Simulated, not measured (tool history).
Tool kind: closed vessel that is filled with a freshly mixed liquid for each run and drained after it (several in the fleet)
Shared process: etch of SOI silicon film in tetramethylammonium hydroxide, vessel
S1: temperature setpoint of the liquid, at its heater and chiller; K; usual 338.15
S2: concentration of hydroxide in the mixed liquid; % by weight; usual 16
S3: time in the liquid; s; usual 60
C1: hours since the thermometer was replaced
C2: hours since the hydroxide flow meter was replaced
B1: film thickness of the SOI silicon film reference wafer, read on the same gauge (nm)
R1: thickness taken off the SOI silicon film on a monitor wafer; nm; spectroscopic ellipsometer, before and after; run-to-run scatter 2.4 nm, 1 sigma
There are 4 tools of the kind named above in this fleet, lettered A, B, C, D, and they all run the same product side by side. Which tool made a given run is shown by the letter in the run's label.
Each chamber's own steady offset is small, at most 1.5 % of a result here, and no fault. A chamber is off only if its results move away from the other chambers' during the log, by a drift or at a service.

run 1B hour=13.6 | S1=338.15 S2=16 S3=60 | C1=628.1 C2=51.6 | B1=30.032 | R1=245.62
run 2C hour=20.8 | S1=338.15 S2=16 S3=60 | C1=329.8 C2=1153.7 | B1=29.975 | R1=245.92
run 3D hour=29.2 | S1=338.15 S2=16 S3=60 | C1=1178.7 C2=568.9 | B1=30.004 | R1=248.68
run 4A hour=36.4 | S1=338.15 S2=16 S3=60 | C1=375.6 C2=807.3 | B1=29.997 | R1=252.84
run 5B hour=47.9 | S1=338.15 S2=16 S3=75 | C1=662.4 C2=85.9 | B1=29.982 | R1=313.53
run 6A hour=57.9 | S1=338.15 S2=16 S3=75 | C1=397.1 C2=828.8 | B1=30.005 | R1=314.13
run 7C hour=63.7 | S1=338.15 S2=16 S3=75 | C1=372.7 C2=1196.6 | B1=30.01 | R1=307.83
run 8D hour=71 | S1=338.15 S2=16 S3=75 | C1=1220.5 C2=610.7 | B1=29.973 | R1=307.77
run 9D hour=78.5 | S1=338.15 S2=16 S3=70 | C1=1228 C2=618.2 | B1=29.993 | R1=290.34
run 10A hour=90.7 | S1=338.15 S2=16 S3=70 | C1=429.9 C2=861.6 | B1=30.007 | R1=292.93
-- hour=97.1 chamber D: hydroxide flow meter replaced
run 11B hour=97.8 | S1=338.15 S2=16 S3=70 | C1=712.3 C2=135.8 | B1=29.99 | R1=282.89
run 12C hour=106 | S1=338.15 S2=16 S3=70 | C1=415 C2=1238.9 | B1=29.979 | R1=291.37
run 13B hour=118.4 | S1=338.15 S2=16 S3=60 | C1=732.9 C2=156.4 | B1=29.986 | R1=246.01
-- hour=127.9 chamber A: hydroxide flow meter replaced
run 14A hour=131.4 | S1=338.15 S2=16 S3=60 | C1=470.6 C2=3.5 | B1=29.999 | R1=251.81
run 15D hour=140.6 | S1=338.15 S2=16 S3=60 | C1=1290.1 C2=43.6 | B1=29.995 | R1=252.58
run 16C hour=149.2 | S1=338.15 S2=16 S3=60 | C1=458.2 C2=1282.1 | B1=29.983 | R1=246.66
run 17A hour=159 | S1=338.15 S2=16 S3=60 | C1=498.2 C2=31.1 | B1=30.002 | R1=249.82
run 18D hour=166.7 | S1=338.15 S2=16 S3=60 | C1=1316.2 C2=69.7 | B1=30.024 | R1=248.62
run 19B hour=173.8 | S1=338.15 S2=16 S3=60 | C1=788.3 C2=211.8 | B1=29.989 | R1=243.41
run 20C hour=180.2 | S1=338.15 S2=16 S3=60 | C1=489.2 C2=1313.1 | B1=29.984 | R1=247.82
run 21D hour=190.7 | S1=338.15 S2=16 S3=60 | C1=1340.2 C2=93.7 | B1=29.999 | R1=254.23
run 22A hour=197.5 | S1=338.15 S2=16 S3=60 | C1=536.7 C2=69.6 | B1=29.977 | R1=246.02
run 23B hour=204.8 | S1=338.15 S2=16 S3=60 | C1=819.3 C2=242.8 | B1=29.986 | R1=236.98
run 24C hour=216.8 | S1=338.15 S2=16 S3=60 | C1=525.8 C2=1349.7 | B1=29.976 | R1=249.77
run 25A hour=225.2 | S1=338.15 S2=11.5 S3=60 | C1=564.4 C2=97.3 | B1=29.997 | R1=286.7
run 26D hour=238.1 | S1=338.15 S2=11.5 S3=60 | C1=1387.6 C2=141.1 | B1=29.987 | R1=282.28
run 27C hour=247.2 | S1=338.15 S2=11.5 S3=60 | C1=556.2 C2=1380.1 | B1=29.97 | R1=290.05
run 28B hour=256.3 | S1=338.15 S2=11.5 S3=60 | C1=870.8 C2=294.3 | B1=30.051 | R1=269.94
-- hour=256.7 chamber C: hydroxide flow meter replaced
run 29D hour=265.1 | S1=338.15 S2=16 S3=60 | C1=1414.6 C2=168.1 | B1=29.986 | R1=248.91
run 30A hour=278 | S1=338.15 S2=16 S3=60 | C1=617.2 C2=150.1 | B1=29.979 | R1=248.87
run 31C hour=290.2 | S1=338.15 S2=16 S3=60 | C1=599.2 C2=33.5 | B1=29.99 | R1=249
run 32B hour=298.6 | S1=338.15 S2=16 S3=60 | C1=913.1 C2=336.6 | B1=30.011 | R1=225.41
run 33A hour=309.9 | S1=338.15 S2=16 S3=60 | C1=649.1 C2=182 | B1=30.016 | R1=244.18
run 34C hour=318.8 | S1=338.15 S2=16 S3=60 | C1=627.8 C2=62.1 | B1=29.996 | R1=245.24
run 35B hour=332.5 | S1=338.15 S2=12 S3=75 | C1=947 C2=370.5 | B1=29.992 | R1=315.7
run 36D hour=346.2 | S1=338.15 S2=12 S3=75 | C1=1495.7 C2=249.2 | B1=30.022 | R1=353.36

For the next run the whole fleet of 4 chambers uses the same settings. Give each chamber's results:
run 37A hour=356 | S1=338.15 S2=16 S3=60 | R1=?
run 37B hour=356 | S1=338.15 S2=16 S3=60 | R1=?
run 37C hour=356 | S1=338.15 S2=16 S3=60 | R1=?
run 37D hour=356 | S1=338.15 S2=16 S3=60 | R1=?

run=37A R1=246.2
run=37B R1=220.78
run=37C R1=248.38
run=37D R1=246.04
